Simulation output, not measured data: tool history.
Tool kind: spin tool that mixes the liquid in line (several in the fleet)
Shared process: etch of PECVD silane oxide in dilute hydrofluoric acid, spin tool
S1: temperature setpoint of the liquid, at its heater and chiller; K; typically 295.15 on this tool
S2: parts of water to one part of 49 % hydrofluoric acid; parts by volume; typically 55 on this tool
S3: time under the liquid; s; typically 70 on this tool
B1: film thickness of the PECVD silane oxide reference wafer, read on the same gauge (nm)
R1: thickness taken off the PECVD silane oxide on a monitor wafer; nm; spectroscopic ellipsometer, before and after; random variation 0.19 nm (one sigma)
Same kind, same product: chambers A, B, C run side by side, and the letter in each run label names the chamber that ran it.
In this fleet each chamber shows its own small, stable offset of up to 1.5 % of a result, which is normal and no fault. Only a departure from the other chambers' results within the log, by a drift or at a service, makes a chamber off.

| run | hour | S1 | S2 | S3 | B1 | R1 |
|---|---|---|---|---|---|---|
| 1C | 8.4 | 295.15 | 55 | 70 | 140.03 | 23.185 |
| 2A | 17.7 | 295.15 | 55 | 70 | 140.01 | 23.863 |
| 3B | 25.7 | 295.15 | 55 | 70 | 140 | 23.288 |
| 4A | 34.8 | 295.15 | 55 | 70 | 139.97 | 23.953 |
| 5B | 41.5 | 295.15 | 55 | 70 | 140 | 23.165 |
|  | 42.4 | chamber C: hydrofluoric acid flow meter replaced |
| 6C | 48.4 | 295.15 | 55 | 70 | 139.98 | 23.266 |
| 7B | 53.9 | 295.15 | 55 | 70 | 139.98 | 22.781 |
| 8A | 58.7 | 295.15 | 55 | 70 | 140 | 23.748 |
| 9C | 65 | 297.15 | 55 | 70 | 140.04 | 25.113 |
| 10C | 74.8 | 297.15 | 55 | 70 | 140 | 25.477 |
| 11B | 84.3 | 297.15 | 55 | 70 | 140.04 | 24.54 |
| 12A | 89.3 | 291.65 | 55 | 105 | 140.05 | 30.641 |
| 13B | 93.9 | 291.65 | 55 | 105 | 140.03 | 29.469 |
| 14A | 98.3 | 291.65 | 55 | 105 | 139.99 | 30.791 |
| 15C | 104 | 295.15 | 55 | 70 | 140.04 | 23.872 |
| 16C | 109.2 | 295.15 | 55 | 70 | 140.02 | 23.475 |
| 17A | 118.7 | 295.15 | 55 | 70 | 139.99 | 23.444 |
| 18B | 125.2 | 295.15 | 30 | 90 | 140.01 | 55.181 |
| 19C | 134.7 | 295.15 | 30 | 90 | 140.01 | 58.126 |
| 20A | 144 | 295.15 | 30 | 90 | 139.99 | 56.474 |
| 21B | 153.3 | 295.15 | 55 | 70 | 139.98 | 21.962 |
| 22A | 162.9 | 295.15 | 55 | 70 | 140.01 | 23.732 |
| 23B | 169.1 | 295.15 | 55 | 70 | 139.98 | 21.612 |
| 24C | 175.5 | 295.15 | 55 | 70 | 140 | 23.401 |
| 25B | 182.8 | 295.15 | 55 | 70 | 140 | 22.136 |
| 26C | 187.5 | 295.15 | 55 | 70 | 140 | 23.237 |

All chambers now run identical settings, listed one chamber a line with results as question marks. What results will each chamber show?
| 27A | 194.8 | 295.15 | 75 | 70 |  | ? |
| 27B | 194.8 | 295.15 | 75 | 70 |  | ? |
| 27C | 194.8 | 295.15 | 75 | 70 |  | ? |

| run | R1 |
|---|---|
| 27A | 16.995 |
| 27B | 15.598 |
| 27C | 16.798 |
